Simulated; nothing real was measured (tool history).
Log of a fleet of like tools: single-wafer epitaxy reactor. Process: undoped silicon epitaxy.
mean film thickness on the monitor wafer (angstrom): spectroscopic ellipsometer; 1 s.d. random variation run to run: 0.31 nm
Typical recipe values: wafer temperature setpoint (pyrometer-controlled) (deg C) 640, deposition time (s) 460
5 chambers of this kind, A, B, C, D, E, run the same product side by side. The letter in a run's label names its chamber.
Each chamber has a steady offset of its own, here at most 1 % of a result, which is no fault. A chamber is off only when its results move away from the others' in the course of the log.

run   hour  wafer temperature setpoint (pyrometer-controlled) (deg C)  deposition time (s)  hours since the last pyrometer calibration  read-back reference wafer on the same gauge, thickness_nm  mean film thickness on the monitor wafer (angstrom)
 1B    6.0                                                        640                  460                                       908.2                                                     50.001                                               624.73
 2E   10.0                                                        640                  460                                       511.1                                                     50.040                                               620.00
 3C   17.1                                                        640                  460                                       721.5                                                     49.959                                               625.31
 4A   23.5                                                        640                  460                                       289.9                                                     50.008                                               628.02
 5D   28.5                                                        635                  422                                      1071.2                                                     49.977                                               509.81
 6E   34.1                                                        635                  422                                       535.2                                                     49.984                                               507.31
 7C   38.8                                                        635                  422                                       743.2                                                     49.949                                               513.62
 8A   47.1                                                        635                  422                                       313.5                                                     50.078                                               512.83
 9B   54.9                                                        635                  422                                       957.1                                                     49.982                                               513.70
10D   59.7                                                        640                  460                                      1102.4                                                     49.963                                               628.03
11C   63.9                                                        640                  460                                       768.3                                                     50.029                                               625.23
12D   68.6                                                        640                  460                                      1111.3                                                     49.999                                               625.68
13E   77.2                                                        640                  460                                       578.3                                                     50.036                                               617.34
14A   84.4                                                        640                  497                                       350.8                                                     49.958                                               678.35
15B   93.3                                                        640                  497                                       995.5                                                     49.974                                               671.37
16A   99.7                                                        640                  497                                       366.1                                                     50.002                                               672.38
17D  105.3                                                        640                  497                                      1148.0                                                     50.040                                               684.77
18C  114.1                                                        640                  497                                       818.5                                                     50.037                                               670.75
19B  122.3                                                        640                  460                                      1024.5                                                     49.969                                               626.45
20E  129.6                                                        640                  460                                       630.7                                                     49.984                                               619.95
21D  135.6                                                        640                  460                                      1178.3                                                     49.995                                               640.31
22B  142.0                                                        648                  381                                      1044.2                                                     50.019                                               617.06
23E  150.8                                                        648                  381                                       651.9                                                     49.995                                               611.57
24C  158.6                                                        648                  381                                       863.0                                                     50.015                                               616.14
25A  166.7                                                        648                  381                                       433.1                                                     50.003                                               613.99
26A  172.2                                                        648                  381                                       438.6                                                     50.002                                               620.47
27B  176.7                                                        640                  460                                      1078.9                                                     50.005                                               619.09
28D  181.0                                                        640                  460                                      1223.7                                                     49.996                                               648.18
29E  185.1                                                        640                  460                                       686.2                                                     50.011                                               619.26
30C  193.7                                                        640                  460                                       898.1                                                     50.016                                               625.11

For the next run the whole fleet of 5 chambers uses the same settings. Give each chamber's results:
31A  200.1                                                        640                  374                                                                                                                                                           ?
31B  200.1                                                        640                  374                                                                                                                                                           ?
31C  200.1                                                        640                  374                                                                                                                                                           ?
31D  200.1                                                        640                  374                                                                                                                                                           ?
31E  200.1                                                        640                  374                                                                                                                                                           ?

run  mean film thickness on the monitor wafer (angstrom)
31A                                               509.47
31B                                               505.56
31C                                               506.90
31D                                               533.54
31E                                               505.07
